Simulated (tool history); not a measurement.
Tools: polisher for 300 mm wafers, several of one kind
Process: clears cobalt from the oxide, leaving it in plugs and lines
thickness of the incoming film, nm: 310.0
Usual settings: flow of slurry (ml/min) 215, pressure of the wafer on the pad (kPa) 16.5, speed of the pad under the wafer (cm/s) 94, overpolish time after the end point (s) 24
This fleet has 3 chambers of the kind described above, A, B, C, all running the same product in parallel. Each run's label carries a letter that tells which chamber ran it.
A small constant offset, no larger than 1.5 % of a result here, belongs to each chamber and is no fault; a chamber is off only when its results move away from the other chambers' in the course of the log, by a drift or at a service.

run,day,flow of slurry (ml/min),pressure of the wafer on the pad (kPa),speed of the pad under the wafer (cm/s),overpolish time after the end point (s),time until the end point was called (s),dishing of a wide line in a test structure (Å)
1A,0.088,215,16.5,94,24,50.293,438.43
2B,0.204,215,16.5,94,24,48.101,440.17
3C,0.375,215,16.5,94,24,49.333,469.03
4A,0.483,215,16.5,94,24,48.315,453.66
5C,0.579,275,16.5,94,24,48.498,450.27
6B,0.729,275,16.5,94,24,47.501,445.67
7B,0.833,275,16.5,94,24,46.887,451.23
8C,0.983,215,16.5,94,24,51.148,441.81
9A,1.075,215,16.5,94,24,49.472,442.11
10B,1.279,215,16.5,94,24,49.76,423.53
11A,1.446,215,16.5,94,24,51.226,461.16
12C,1.542,215,16.5,94,24,49.57,435.7
# day 1.583: chamber B: worn pad replaced by a new one
13B,1.667,260,16.5,94,24,45.92,454.46
14A,1.767,260,16.5,94,24,48.675,463.84
15C,1.946,260,16.5,94,24,48.61,446.66
16B,2.133,215,16.5,94,34,48.584,476.25
17C,2.312,215,16.5,94,34,51.127,456.18
# day 2.371: chamber A: head pressure recalibrated
18A,2.442,215,16.5,94,34,52.592,482.57
19C,2.562,215,16.5,94,24,50.416,443.79
20B,2.742,215,16.5,94,18,48.949,406.44
21A,2.833,215,16.5,94,18,54.023,436.47
22B,2.979,215,16.5,94,18,50.226,426.4
# day 3.083: chamber B: head pressure recalibrated
23C,3.096,215,16.5,94,24,50.031,451.88
24A,3.296,215,16.5,94,24,52.865,468.48
25B,3.4,215,16.5,66,24,69.982,409.83
26C,3.525,215,16.5,66,24,69.582,417.37
27A,3.658,215,16.5,66,24,78.053,406.35
28A,3.754,215,16.5,94,24,53.503,447.73
29C,3.942,275,16.5,94,24,48.259,461.51
30B,4.042,275,16.5,94,24,48.714,467.21
31B,4.229,275,16.5,94,24,48.006,439.68
32C,4.354,215,16.5,94,24,50,439
33A,4.454,215,16.5,94,24,54.209,444.48
34C,4.604,215,16.5,94,24,48.622,457.08
35A,4.788,215,16.5,94,15,53.236,396.58
36B,4.896,215,16.5,94,15,49.774,406.29
# day 4.904: chamber A: worn pad replaced by a new one
37A,5.088,215,16.5,94,15,52.695,391.02

Next, all 3 chambers run the settings below, one line each with question marks for the results. What does each chamber give?
38A,5.233,255,16.5,94,24,?,?
38B,5.233,255,16.5,94,24,?,?
38C,5.233,255,16.5,94,24,?,?

run,time until the end point was called (s),dishing of a wide line in a test structure (Å)
38A,53.094,424.78
38B,47.88,444.77
38C,49.042,454.08

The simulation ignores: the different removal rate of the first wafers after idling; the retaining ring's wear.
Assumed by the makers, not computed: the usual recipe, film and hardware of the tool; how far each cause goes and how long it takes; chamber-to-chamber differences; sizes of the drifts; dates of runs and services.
